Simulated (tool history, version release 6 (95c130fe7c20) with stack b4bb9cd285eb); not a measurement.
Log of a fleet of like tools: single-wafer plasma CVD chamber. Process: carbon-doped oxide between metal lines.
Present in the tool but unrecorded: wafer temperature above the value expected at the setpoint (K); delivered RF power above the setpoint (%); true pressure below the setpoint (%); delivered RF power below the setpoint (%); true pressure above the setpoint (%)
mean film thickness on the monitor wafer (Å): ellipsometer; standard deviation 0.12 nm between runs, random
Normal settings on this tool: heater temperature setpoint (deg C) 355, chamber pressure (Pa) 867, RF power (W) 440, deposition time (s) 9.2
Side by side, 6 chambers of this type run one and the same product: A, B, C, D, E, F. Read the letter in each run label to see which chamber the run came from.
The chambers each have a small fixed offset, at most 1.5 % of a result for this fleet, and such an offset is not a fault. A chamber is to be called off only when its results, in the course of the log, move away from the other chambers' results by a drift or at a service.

| run | hour | heater temperature setpoint (deg C) | chamber pressure (Pa) | RF power (W) | deposition time (s) | hours since the last thermocouple change | hours since the last RF generator calibration | hours since the last manometer calibration | read-back reference wafer on the same gauge, thickness_nm | mean film thickness on the monitor wafer (Å) |
|---|---|---|---|---|---|---|---|---|---|---|
| 1F | 11.6 | 355 | 867 | 440 | 9.2 | 1058.8 | 2148.9 | 1683.0 | 47.136 | 450.83 |
|  | 23.3 | chamber F: capacitance manometer re-zeroed and calibrated |
| 2E | 24.9 | 355 | 867 | 440 | 9.2 | 1217.3 | 556.7 | 1575.4 | 47.089 | 444.12 |
| 3D | 32.0 | 355 | 867 | 440 | 9.2 | 782.1 | 725.6 | 2413.1 | 47.071 | 441.33 |
| 4B | 39.8 | 355 | 867 | 440 | 9.2 | 805.2 | 1084.5 | 1396.7 | 47.094 | 450.92 |
| 5A | 54.2 | 364 | 1012 | 440 | 9.2 | 2202.0 | 278.5 | 1912.7 | 47.080 | 438.71 |
| 6C | 63.1 | 364 | 1012 | 440 | 9.2 | 1631.4 | 1154.6 | 1718.9 | 47.075 | 439.69 |
| 7B | 74.0 | 364 | 1012 | 440 | 9.2 | 839.4 | 1118.7 | 1430.9 | 47.102 | 445.81 |
|  | 82.5 | chamber D: capacitance manometer re-zeroed and calibrated |
| 8E | 85.6 | 364 | 1012 | 440 | 9.2 | 1278.0 | 617.4 | 1636.1 | 47.114 | 437.64 |
| 9C | 97.9 | 364 | 1012 | 440 | 9.2 | 1666.2 | 1189.4 | 1753.7 | 47.117 | 439.93 |
| 10A | 105.0 | 364 | 1012 | 440 | 9.2 | 2252.8 | 329.3 | 1963.5 | 47.088 | 436.82 |
| 11F | 116.0 | 355 | 867 | 440 | 9.2 | 1163.2 | 2253.3 | 92.8 | 47.128 | 447.76 |
| 12D | 122.9 | 355 | 867 | 440 | 9.2 | 873.0 | 816.5 | 40.5 | 47.121 | 443.24 |
| 13B | 132.5 | 355 | 867 | 440 | 9.2 | 897.9 | 1177.2 | 1489.4 | 47.100 | 450.56 |
| 14F | 140.1 | 360 | 753 | 440 | 9.2 | 1187.3 | 2277.4 | 116.9 | 47.071 | 436.21 |
|  | 144.6 | chamber F: RF generator calibrated |
| 15E | 151.6 | 360 | 753 | 440 | 9.2 | 1344.0 | 683.4 | 1702.1 | 47.090 | 428.95 |
| 16D | 164.9 | 360 | 753 | 440 | 9.2 | 915.0 | 858.5 | 82.5 | 47.078 | 429.43 |
| 17C | 173.6 | 360 | 753 | 440 | 9.2 | 1741.9 | 1265.1 | 1829.4 | 47.091 | 434.76 |
|  | 184.0 | chamber C: capacitance manometer re-zeroed and calibrated |
| 18A | 187.3 | 360 | 753 | 440 | 9.2 | 2335.1 | 411.6 | 2045.8 | 47.116 | 430.33 |
| 19C | 198.5 | 360 | 753 | 440 | 9.2 | 1766.8 | 1290.0 | 14.5 | 47.088 | 433.21 |
| 20B | 209.0 | 355 | 867 | 440 | 9.2 | 974.4 | 1253.7 | 1565.9 | 47.096 | 448.71 |
| 21A | 218.9 | 355 | 867 | 440 | 9.2 | 2366.7 | 443.2 | 2077.4 | 47.116 | 442.64 |
| 22D | 228.0 | 341 | 1068 | 440 | 9.2 | 978.1 | 921.6 | 145.6 | 47.088 | 465.47 |
| 23F | 241.6 | 341 | 1068 | 440 | 9.2 | 1288.8 | 97.1 | 218.4 | 47.127 | 473.39 |
| 24E | 249.5 | 341 | 1068 | 440 | 9.2 | 1441.9 | 781.3 | 1800.0 | 47.114 | 464.91 |
| 25A | 259.8 | 341 | 1068 | 440 | 9.2 | 2407.6 | 484.1 | 2118.3 | 47.130 | 468.07 |
| 26C | 274.2 | 341 | 1068 | 440 | 9.2 | 1842.5 | 1365.7 | 90.2 | 47.088 | 470.90 |
|  | 276.2 | chamber D: RF generator calibrated |
| 27B | 288.8 | 341 | 1068 | 440 | 9.2 | 1054.2 | 1333.5 | 1645.7 | 47.093 | 476.72 |
| 28F | 298.6 | 355 | 867 | 440 | 9.2 | 1345.8 | 154.1 | 275.4 | 47.097 | 448.48 |
| 29E | 306.3 | 355 | 867 | 440 | 9.2 | 1498.7 | 838.1 | 1856.8 | 47.118 | 444.05 |
| 30D | 321.2 | 355 | 867 | 440 | 9.2 | 1071.3 | 45.0 | 238.8 | 47.102 | 442.00 |
| 31E | 333.5 | 355 | 867 | 440 | 9.2 | 1525.9 | 865.3 | 1884.0 | 47.115 | 442.88 |
| 32F | 344.7 | 355 | 867 | 440 | 9.2 | 1391.9 | 200.2 | 321.5 | 47.100 | 449.16 |
| 33D | 358.8 | 355 | 867 | 440 | 9.2 | 1108.9 | 82.6 | 276.4 | 47.108 | 441.67 |
| 34B | 371.8 | 355 | 867 | 440 | 9.2 | 1137.2 | 1416.5 | 1728.7 | 47.108 | 450.37 |
| 35C | 384.4 | 355 | 867 | 440 | 9.2 | 1952.7 | 1475.9 | 200.4 | 47.092 | 448.33 |
| 36A | 398.5 | 355 | 867 | 440 | 9.2 | 2546.3 | 622.8 | 2257.0 | 47.102 | 442.69 |
| 37A | 408.5 | 355 | 867 | 440 | 9.2 | 2556.3 | 632.8 | 2267.0 | 47.102 | 442.75 |
| 38B | 415.6 | 355 | 867 | 440 | 9.2 | 1181.0 | 1460.3 | 1772.5 | 47.093 | 449.72 |
| 39F | 428.2 | 355 | 867 | 440 | 9.2 | 1475.4 | 283.7 | 405.0 | 47.104 | 448.88 |

Which is it: a chamber that has drifted or been left off by a service, a gauge drift common to all chambers, or only each chamber's usual small offset? If a chamber is off, name it and its likeliest cause.

Nothing is wrong: each chamber keeps only its own small, steady offset and the gauge holds still.
